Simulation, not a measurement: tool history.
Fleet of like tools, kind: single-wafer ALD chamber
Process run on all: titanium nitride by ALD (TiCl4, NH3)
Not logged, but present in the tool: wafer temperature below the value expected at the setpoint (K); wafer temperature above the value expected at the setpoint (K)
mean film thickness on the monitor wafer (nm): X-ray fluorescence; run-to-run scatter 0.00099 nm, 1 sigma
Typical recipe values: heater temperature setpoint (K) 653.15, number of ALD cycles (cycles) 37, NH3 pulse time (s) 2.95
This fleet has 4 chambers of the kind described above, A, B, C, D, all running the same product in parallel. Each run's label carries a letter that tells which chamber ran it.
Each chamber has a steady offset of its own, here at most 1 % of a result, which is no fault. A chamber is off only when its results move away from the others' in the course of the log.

run,hour,heater temperature setpoint (K),number of ALD cycles (cycles),NH3 pulse time (s),hours since the last thermocouple change,"read-back reference wafer on the same gauge, thickness_nm",mean film thickness on the monitor wafer (nm)
1A,6.0,653.15,37,2.95,1103.9,0.93617,0.81676
2D,14.2,653.15,37,2.95,1552.8,0.93604,0.81611
3C,26.7,653.15,37,2.95,567.3,0.93638,0.82552
4B,36.7,653.15,37,2.95,132.9,0.93680,0.82427
5D,43.9,640.15,37,2.95,1582.5,0.93674,0.80210
6C,52.8,640.15,37,2.95,593.4,0.93671,0.81354
7B,65.1,640.15,37,2.95,161.3,0.93708,0.81232
8A,77.7,640.15,37,2.95,1175.6,0.93722,0.80729
9D,85.7,653.15,44,2.95,1624.3,0.93734,0.97159
10A,98.3,653.15,44,2.95,1196.2,0.93745,0.97440
11B,104.8,653.15,44,2.95,201.0,0.93725,0.97855
12C,112.3,653.15,44,2.95,652.9,0.93819,0.98094
13B,123.0,653.15,37,2.95,219.2,0.93816,0.82525
14C,131.2,653.15,37,2.95,671.8,0.93826,0.82633
15A,144.3,640.15,34,2.95,1242.2,0.93844,0.73992
16D,150.3,640.15,34,2.95,1688.9,0.93823,0.74065
17B,158.7,640.15,34,2.95,254.9,0.93853,0.74677
18A,167.2,640.15,34,2.95,1265.1,0.93878,0.74176
19D,175.9,653.15,37,2.95,1714.5,0.93877,0.81686
20C,188.6,653.15,37,2.95,729.2,0.93907,0.82563
21A,197.6,648.15,37,2.15,1295.5,0.93922,0.80452
22D,211.2,648.15,37,2.15,1749.8,0.93906,0.80131
23B,221.4,648.15,37,2.15,317.6,0.93984,0.81027
24C,231.1,648.15,37,2.15,771.7,0.93981,0.81050
25A,243.8,653.15,37,2.95,1341.7,0.94016,0.81877
26B,251.9,653.15,37,2.95,348.1,0.94003,0.82556
27D,259.3,653.15,37,2.95,1797.9,0.93996,0.81873
28C,266.0,653.15,43,2.95,806.6,0.94005,0.96125
29B,273.9,653.15,43,2.95,370.1,0.94023,0.96044
30C,282.1,653.15,43,2.95,822.7,0.94061,0.96291

Is one chamber off against the others, does the gauge drift, or is nothing wrong? If a chamber is off, say which, and what the likeliest cause is.

The shared gauge is drifting. All chambers look as if they move in step, but none is off.
What lies behind it: gauge reads high (%) = 0.5.

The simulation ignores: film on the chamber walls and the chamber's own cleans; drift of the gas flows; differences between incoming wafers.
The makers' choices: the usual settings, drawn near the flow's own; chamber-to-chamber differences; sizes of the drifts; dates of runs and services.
